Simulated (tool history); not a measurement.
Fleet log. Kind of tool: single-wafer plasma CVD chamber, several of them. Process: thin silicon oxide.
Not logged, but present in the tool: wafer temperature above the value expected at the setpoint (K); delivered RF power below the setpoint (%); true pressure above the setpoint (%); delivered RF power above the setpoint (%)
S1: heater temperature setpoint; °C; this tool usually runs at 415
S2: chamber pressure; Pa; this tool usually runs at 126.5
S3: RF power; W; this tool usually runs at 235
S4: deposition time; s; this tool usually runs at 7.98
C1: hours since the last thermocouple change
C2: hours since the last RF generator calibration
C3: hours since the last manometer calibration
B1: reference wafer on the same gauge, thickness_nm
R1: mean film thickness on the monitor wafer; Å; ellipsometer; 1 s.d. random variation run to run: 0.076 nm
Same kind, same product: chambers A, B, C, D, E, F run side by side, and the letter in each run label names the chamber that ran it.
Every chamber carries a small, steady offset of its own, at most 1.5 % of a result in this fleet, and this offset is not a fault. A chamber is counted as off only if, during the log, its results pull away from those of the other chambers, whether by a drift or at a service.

run,hour,S1,S2,S3,S4,C1,C2,C3,B1,R1
1C,6.7,415,126.5,235,7.98,668.0,1436.3,638.9,13.705,149.790
2D,12.9,415,126.5,235,7.98,1001.3,984.9,1148.3,13.705,150.660
3B,19.0,415,126.5,235,7.98,541.3,1301.7,190.4,13.712,150.960
4E,26.1,415,126.5,235,7.98,1017.8,513.0,141.6,13.695,149.780
5F,32.9,415,126.5,235,7.98,1546.4,312.5,1500.7,13.706,151.700
6A,38.3,415,126.5,235,7.98,624.3,852.2,255.0,13.691,150.290
7A,45.9,401,126.5,235,7.29,631.9,859.8,262.6,13.700,139.080
8F,49.4,401,126.5,235,7.29,1562.9,329.0,1517.2,13.704,139.490
9D,56.2,401,126.5,235,7.29,1044.6,1028.2,1191.6,13.713,139.690
10B,62.8,401,126.5,235,7.29,585.1,1345.5,234.2,13.684,138.210
11E,68.9,401,126.5,235,7.29,1060.6,555.8,184.4,13.683,137.350
12C,72.9,401,126.5,235,7.29,734.2,1502.5,705.1,13.700,136.110
13E,79.1,415,126.5,235,7.98,1070.8,566.0,194.6,13.684,150.780
14F,85.1,415,126.5,235,7.98,1598.6,364.7,1552.9,13.701,153.420
15A,89.4,415,126.5,235,7.98,675.4,903.3,306.1,13.707,148.770
16C,93.3,415,126.5,235,7.98,754.6,1522.9,725.5,13.703,149.130
17D,98.8,415,126.5,235,7.98,1087.2,1070.8,1234.2,13.710,150.400
18B,104.6,415,126.5,235,7.98,626.9,1387.3,276.0,13.688,150.810
19B,111.5,415,126.5,235,7.98,633.8,1394.2,282.9,13.693,151.790
20A,119.0,415,126.5,235,7.98,705.0,932.9,335.7,13.702,150.290
21E,124.1,415,126.5,235,7.98,1115.8,611.0,239.6,13.709,150.640
22F,129.9,415,126.5,235,7.98,1643.4,409.5,1597.7,13.685,152.260
23C,135.9,415,126.5,235,7.98,797.2,1565.5,768.1,13.688,149.470
24D,139.6,415,126.5,235,7.98,1128.0,1111.6,1275.0,13.706,151.260
25A,146.9,415,126.5,235,7.98,732.9,960.8,363.6,13.695,151.050
26D,154.2,415,126.5,235,7.98,1142.6,1126.2,1289.6,13.695,150.840
27F,161.1,415,126.5,235,7.98,1674.6,440.7,1628.9,13.698,151.500
28B,165.9,415,126.5,235,7.98,688.2,1448.6,337.3,13.698,152.020
29C,171.6,415,126.5,235,7.98,832.9,1601.2,803.8,13.715,149.810
# hour 177.8: chamber D: capacitance manometer re-zeroed and calibrated
30E,178.1,415,126.5,235,7.98,1169.8,665.0,293.6,13.714,150.230
31C,184.6,415,126.5,235,7.98,845.9,1614.2,816.8,13.706,149.530
32B,189.9,415,126.5,235,7.98,712.2,1472.6,361.3,13.724,153.220
33D,196.0,415,95.6,235,6.72,1184.4,1168.0,18.2,13.695,98.300
34E,201.2,415,95.6,235,6.72,1192.9,688.1,316.7,13.709,98.152
35A,206.9,415,95.6,235,6.72,792.9,1020.8,423.6,13.709,98.418
36F,213.6,415,95.6,235,6.72,1727.1,493.2,1681.4,13.721,98.099
37F,218.8,415,95.6,235,6.72,1732.3,498.4,1686.6,13.691,98.774

All chambers now run identical settings, listed one chamber a line with results as question marks. What results will each chamber show?
38A,224.5,415,126.5,235,7.98,,,,,?
38B,224.5,415,126.5,235,7.98,,,,,?
38C,224.5,415,126.5,235,7.98,,,,,?
38D,224.5,415,126.5,235,7.98,,,,,?
38E,224.5,415,126.5,235,7.98,,,,,?
38F,224.5,415,126.5,235,7.98,,,,,?

run,R1
38A,150.380
38B,151.980
38C,148.300
38D,149.950
38E,150.710
38F,151.520
